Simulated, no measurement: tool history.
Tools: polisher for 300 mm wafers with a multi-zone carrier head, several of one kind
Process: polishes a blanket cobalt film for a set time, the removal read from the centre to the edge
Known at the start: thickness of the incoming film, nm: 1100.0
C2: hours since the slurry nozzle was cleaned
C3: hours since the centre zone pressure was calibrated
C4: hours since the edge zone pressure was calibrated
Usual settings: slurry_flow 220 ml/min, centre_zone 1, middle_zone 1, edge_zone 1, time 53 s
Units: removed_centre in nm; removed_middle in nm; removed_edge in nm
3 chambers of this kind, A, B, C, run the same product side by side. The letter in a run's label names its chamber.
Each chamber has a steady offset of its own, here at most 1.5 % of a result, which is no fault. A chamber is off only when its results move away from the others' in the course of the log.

run 1C hour=3 | slurry_flow=220 centre_zone=1 middle_zone=1 edge_zone=1 time=53 | wafers_polished_on_this_pad=875 C2=192.6 C3=666.6 C4=22.7 | removed_centre=284.64 removed_middle=289.44 removed_edge=290.56
run 2A hour=5.5 | slurry_flow=220 centre_zone=1 middle_zone=1 edge_zone=1 time=53 | wafers_polished_on_this_pad=348 C2=285.1 C3=338.3 C4=724.4 | removed_centre=289.23 removed_middle=295.79 removed_edge=290.79
run 3B hour=8.1 | slurry_flow=220 centre_zone=1 middle_zone=1 edge_zone=1 time=53 | wafers_polished_on_this_pad=142 C2=349.2 C3=351.2 C4=761.9 | removed_centre=291.7 removed_middle=293.72 removed_edge=291.05
run 4B hour=11.8 | slurry_flow=220 centre_zone=1 middle_zone=1 edge_zone=1 time=53 | wafers_polished_on_this_pad=168 C2=352.9 C3=354.9 C4=765.6 | removed_centre=293.27 removed_middle=296.49 removed_edge=294.51
run 5C hour=16.1 | slurry_flow=220 centre_zone=1 middle_zone=1 edge_zone=1 time=53 | wafers_polished_on_this_pad=967 C2=205.7 C3=679.7 C4=35.8 | removed_centre=296.47 removed_middle=290.58 removed_edge=291.28
run 6A hour=18.5 | slurry_flow=220 centre_zone=1 middle_zone=1 edge_zone=1 time=53 | wafers_polished_on_this_pad=439 C2=298.1 C3=351.3 C4=737.4 | removed_centre=288.89 removed_middle=293.57 removed_edge=290.93
run 7B hour=22.3 | slurry_flow=220 centre_zone=1 middle_zone=1 edge_zone=1 time=53 | wafers_polished_on_this_pad=241 C2=363.4 C3=365.4 C4=776.1 | removed_centre=288.3 removed_middle=290.5 removed_edge=294.19
run 8A hour=24.9 | slurry_flow=220 centre_zone=1 middle_zone=1 edge_zone=1 time=53 | wafers_polished_on_this_pad=484 C2=304.5 C3=357.7 C4=743.8 | removed_centre=287.7 removed_middle=294.21 removed_edge=290.59
run 9C hour=28.4 | slurry_flow=220 centre_zone=1 middle_zone=1 edge_zone=1 time=53 | wafers_polished_on_this_pad=1054 C2=218 C3=692 C4=48.1 | removed_centre=293.32 removed_middle=282.91 removed_edge=288.68
run 10B hour=31.8 | slurry_flow=220 centre_zone=1 middle_zone=1 edge_zone=1 time=53 | wafers_polished_on_this_pad=308 C2=372.9 C3=374.9 C4=785.6 | removed_centre=287.33 removed_middle=290.71 removed_edge=289.16
run 11C hour=34 | slurry_flow=220 centre_zone=1 middle_zone=1 edge_zone=0.92 time=38 | wafers_polished_on_this_pad=1093 C2=223.6 C3=697.6 C4=53.7 | removed_centre=201.53 removed_middle=201.06 removed_edge=192.66
run 12A hour=37.9 | slurry_flow=220 centre_zone=1 middle_zone=1 edge_zone=0.92 time=38 | wafers_polished_on_this_pad=575 C2=317.5 C3=370.7 C4=756.8 | removed_centre=210.69 removed_middle=210.19 removed_edge=203.67
run 13A hour=41.7 | slurry_flow=220 centre_zone=1 middle_zone=1 edge_zone=0.92 time=38 | wafers_polished_on_this_pad=602 C2=321.3 C3=374.5 C4=760.6 | removed_centre=208.61 removed_middle=207.06 removed_edge=202.12
run 14C hour=45.3 | slurry_flow=220 centre_zone=1 middle_zone=1 edge_zone=1 time=53 | wafers_polished_on_this_pad=1173 C2=234.9 C3=708.9 C4=65 | removed_centre=281.95 removed_middle=272.44 removed_edge=276
run 15B hour=49.6 | slurry_flow=220 centre_zone=1 middle_zone=1 edge_zone=1 time=53 | wafers_polished_on_this_pad=433 C2=390.7 C3=392.7 C4=803.4 | removed_centre=298.82 removed_middle=295.52 removed_edge=289.43
run 16C hour=52 | slurry_flow=220 centre_zone=1 middle_zone=1 edge_zone=1 time=53 | wafers_polished_on_this_pad=1220 C2=241.6 C3=715.6 C4=71.7 | removed_centre=277.39 removed_middle=270.47 removed_edge=276.34
run 17A hour=54.8 | slurry_flow=220 centre_zone=1 middle_zone=1 edge_zone=1 time=53 | wafers_polished_on_this_pad=694 C2=334.4 C3=387.6 C4=773.7 | removed_centre=295.9 removed_middle=289.63 removed_edge=295.47
run 18B hour=57.9 | slurry_flow=220 centre_zone=1 middle_zone=1 edge_zone=1 time=53 | wafers_polished_on_this_pad=492 C2=399 C3=401 C4=811.7 | removed_centre=290.67 removed_middle=294.7 removed_edge=290.25
run 19C hour=60.2 | slurry_flow=220 centre_zone=1 middle_zone=1 edge_zone=1 time=53 | wafers_polished_on_this_pad=1277 C2=249.8 C3=723.8 C4=79.9 | removed_centre=265.42 removed_middle=267.89 removed_edge=272.59
run 20B hour=62.2 | slurry_flow=220 centre_zone=1 middle_zone=1 edge_zone=1 time=53 | wafers_polished_on_this_pad=522 C2=403.3 C3=405.3 C4=816 | removed_centre=283.8 removed_middle=288.14 removed_edge=291.01
run 21A hour=64.4 | slurry_flow=220 centre_zone=1 middle_zone=1 edge_zone=1 time=53 | wafers_polished_on_this_pad=762 C2=344 C3=397.2 C4=783.3 | removed_centre=295.34 removed_middle=290.67 removed_edge=294.07

Is one chamber off against the others, does the gauge drift, or is nothing wrong? If a chamber is off, say which, and what the likeliest cause is.

Chamber C drifts away from the others.
Cause: removal rate lost through wear of the pad, % = 7.92.
The log may not tell that from: slurry flow missing at the pad, %.

Here are 4 candidates for chamber C's next run, each the usual settings with a change, their results left as question marks. Which one brings its results back in line with what the others give on the usual settings?
In line means no further than this from the other chambers' mean on the usual settings: removed_centre 15 nm; removed_middle 6.9 nm; removed_edge 11 nm
run 22C-1 hour=67.6 | slurry_flow=220 centre_zone=1 middle_zone=0.99 edge_zone=1 time=50 | removed_centre=? removed_middle=? removed_edge=?
run 22C-2 hour=67.6 | slurry_flow=215 centre_zone=1 middle_zone=0.98 edge_zone=1.01 time=49 | removed_centre=? removed_middle=? removed_edge=?
run 22C-3 hour=67.6 | slurry_flow=225 centre_zone=1 middle_zone=1.01 edge_zone=1 time=58 | removed_centre=? removed_middle=? removed_edge=?
run 22C-4 hour=67.6 | slurry_flow=220 centre_zone=1 middle_zone=1.01 edge_zone=1 time=56 | removed_centre=? removed_middle=? removed_edge=?

The other chambers' mean on the usual settings: removed_centre 292.97 nm; removed_middle 292.68 nm; removed_edge 291.82 nm
run=22C-1 removed_centre=251.52 removed_middle=247.23 removed_edge=252.89
run=22C-2 removed_centre=245.6 removed_middle=239.26 removed_edge=248.57
run=22C-3 removed_centre=292.79 removed_middle=293.03 removed_edge=293.94
run=22C-4 removed_centre=281.74 removed_middle=282.07 removed_edge=283.16
22C-3 brings the chamber back in line.
